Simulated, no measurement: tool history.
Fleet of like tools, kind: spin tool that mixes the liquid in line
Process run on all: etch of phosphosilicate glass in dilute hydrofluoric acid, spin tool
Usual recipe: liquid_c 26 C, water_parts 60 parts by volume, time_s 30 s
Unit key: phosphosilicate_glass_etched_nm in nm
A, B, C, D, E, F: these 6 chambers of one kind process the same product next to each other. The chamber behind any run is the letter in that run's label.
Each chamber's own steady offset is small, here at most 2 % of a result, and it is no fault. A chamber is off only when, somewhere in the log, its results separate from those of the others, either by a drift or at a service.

run   hour  liquid_c  water_parts  time_s  read-back film thickness of the phosphosilicate glass reference wafer, read on the same gauge (nm)  phosphosilicate_glass_etched_nm
 1C    8.5        26           60      30                                                                                                 140                           50.383
 2F   18.3        26           60      30                                                                                              140.02                           51.064
      27.4  -- chamber C: hydrofluoric acid flow meter replaced
 3A   27.9        26           60      30                                                                                                 140                           50.906
 4B   34.2        26           60      30                                                                                              139.98                           50.542
 5D     43        26           60      30                                                                                              140.01                           51.992
 6E   51.3        26           60      30                                                                                                 140                           51.116
      53.6  -- chamber F: hydrofluoric acid flow meter replaced
 7A   63.8        26           60      30                                                                                                 140                           50.839
 8F   73.5        26           60      30                                                                                              139.99                           50.268
 9B   80.6        26           60      30                                                                                              140.01                           51.208
10C   91.4      24.5           60      30                                                                                              140.01                           47.474
11E  102.3      24.5           60      30                                                                                              140.01                           48.244
12D  113.1      24.5           60      30                                                                                              139.99                           48.785
13A  122.9      24.5           60      30                                                                                                 140                           48.189
14F    135      24.5           60      30                                                                                                 140                           47.719
15D    141      24.5           60      30                                                                                                 140                           49.561
16B  152.7        26           60      30                                                                                              139.97                           50.908
     157.7  -- chamber B: hydrofluoric acid flow meter replaced
17E  159.1        26           60      30                                                                                              139.99                           50.867
18C  165.2        26           75      30                                                                                                 140                           39.554
19D  177.3        26           75      30                                                                                              140.02                           40.132
20F  184.4        26           75      30                                                                                              140.02                           39.472
21A  193.9        26           75      30                                                                                              140.01                           40.279
22C  202.2        26           75      30                                                                                              140.01                           38.742
23E  212.2        26           75      30                                                                                                 140                           39.626
24B  222.5        26           60      15                                                                                              140.01                           25.463
25A  234.1        26           60      15                                                                                              140.01                           25.644
26E  246.3        26           60      15                                                                                              140.03                            25.11
27B  256.1        26           60      15                                                                                              139.99                           25.235
28C  263.8        26           60      15                                                                                                 140                           24.472
29D    273        26           60      15                                                                                                 140                           25.787
30F  281.6        26           60      30                                                                                              139.99                           50.501
31B  289.2        26           60      30                                                                                              139.98                           50.545
32A  301.2        22           35      30                                                                                              140.01                           76.866
33C  311.1        22           35      30                                                                                              140.01                           72.723
34E  321.1        22           35      30                                                                                                 140                             76.5
35F  333.5        22           35      30                                                                                                 140                           76.066
36D  339.8        22           35      30                                                                                              140.01                           77.054
37F    349        22           35      30                                                                                              140.02                           76.543
38E  354.8        26           60      30                                                                                              140.02                           51.089
39C  364.9        26           60      30                                                                                              140.01                           46.885
40D  373.7        26           60      30                                                                                              140.02                           51.248
41A  384.1        26           60      30                                                                                              140.01                           50.906

Does one chamber stand apart from the rest, does the shared gauge drift, or is all well apart from small per-chamber offsets? Give the chamber and the most likely cause, where there is one.

Little by little, chamber C moves away from the other chambers.
What lies behind it: liquid colder than its thermometer reads (K) = 1.93.
Not necessarily distinguishable in this log from: hydrofluoric acid flow below the setpoint (%).

Which of the 4 candidates below, each the usual settings with something changed and its results left as question marks, puts chamber C back in line with what the other chambers give on the usual settings?
Maximum distance from the other chambers' mean on the usual settings for a result to count as in line: phosphosilicate_glass_etched_nm 1.3 nm
42C-1   393      26.5           60      30                                                                                                                                    ?
42C-2   393      25.5           60      30                                                                                                                                    ?
42C-3   393        26           55      30                                                                                                                                    ?
42C-4   393        26           65      30                                                                                                                                    ?

Mean of the other chambers on the usual settings: phosphosilicate_glass_etched_nm 50.996 nm
  run  phosphosilicate_glass_etched_nm
42C-1                           47.471
42C-2                           45.591
42C-3                           51.154
42C-4                           42.603
With 42C-3, the chamber falls back in line with the rest.
